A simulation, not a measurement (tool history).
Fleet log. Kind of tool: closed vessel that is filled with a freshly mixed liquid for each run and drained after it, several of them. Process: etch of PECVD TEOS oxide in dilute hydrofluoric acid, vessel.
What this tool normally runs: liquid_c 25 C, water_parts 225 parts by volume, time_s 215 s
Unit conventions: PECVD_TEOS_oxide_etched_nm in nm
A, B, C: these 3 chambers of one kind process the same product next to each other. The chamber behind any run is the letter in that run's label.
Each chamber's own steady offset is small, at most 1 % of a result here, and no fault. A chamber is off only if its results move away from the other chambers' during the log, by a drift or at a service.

run,hour,liquid_c,water_parts,time_s,hours since the thermometer was replaced,hours since the hydrofluoric acid flow meter was replaced,"read-back film thickness of the PECVD TEOS oxide reference wafer, read on the same gauge (nm)",PECVD_TEOS_oxide_etched_nm
1C,7,25,225,215,1405.6,37.5,90.003,11.418
2B,10.4,25,225,215,133.4,1443.7,89.987,11.332
3A,17,25,225,215,1387,106,90.031,11.342
4B,21.9,25,225,215,144.9,1455.2,89.993,11.358
5C,27,25,225,215,1425.6,57.5,90.006,11.4
6A,32.1,25,225,215,1402.1,121.1,90.018,11.457
7C,38.2,29.5,225,215,1436.8,68.7,89.992,13.464
8A,43.8,29.5,225,215,1413.8,132.8,89.996,13.269
9B,49.4,29.5,225,215,172.4,1482.7,89.998,13.324
10A,54,25,225,215,1424,143,89.984,11.474
11C,60.1,25,225,215,1458.7,90.6,89.987,11.558
12B,63.5,25,225,215,186.5,1496.8,89.987,11.275
13C,68,25,225,215,1466.6,98.5,89.988,11.312
14B,73.2,25,225,215,196.2,1506.5,89.977,11.326
15A,79.4,25,225,265,1449.4,168.4,89.997,13.964
16B,83.8,25,225,265,206.8,1517.1,90.003,14
17C,89.1,25,225,265,1487.7,119.6,89.986,14.103
18A,95.4,25,225,215,1465.4,184.4,89.997,11.498
19B,100.5,25,225,215,223.5,1533.8,90.011,11.238
20C,105.8,25,225,215,1504.4,136.3,89.997,11.523
21A,112.4,25,225,215,1482.4,201.4,90.012,11.468
22C,115.6,25,225,215,1514.2,146.1,89.983,11.485
23B,122.5,25,225,215,245.5,1555.8,90.015,11.32
24A,126,25,225,215,1496,215,90.009,11.31
25A,129.4,25,225,215,1499.4,218.4,89.98,11.337
26B,136,25,225,215,259,1569.3,89.986,11.361
27C,141.3,26.5,225,215,1539.9,171.8,89.986,12.134
28A,146.7,26.5,225,215,1516.7,235.7,90.023,12.043
29C,152.8,26.5,225,215,1551.4,183.3,89.997,12.19
30B,158.8,25,225,215,281.8,1592.1,90.047,11.319
31A,161.9,25,225,215,1531.9,250.9,89.98,11.467
32B,168.6,25,225,215,291.6,1601.9,90.015,11.307

Predict what each chamber gives when all 3 of them run the settings below next.
33A,173.7,27,225,215,,,,?
33B,173.7,27,225,215,,,,?
33C,173.7,27,225,215,,,,?

run,PECVD_TEOS_oxide_etched_nm
33A,12.32
33B,12.048
33C,12.304
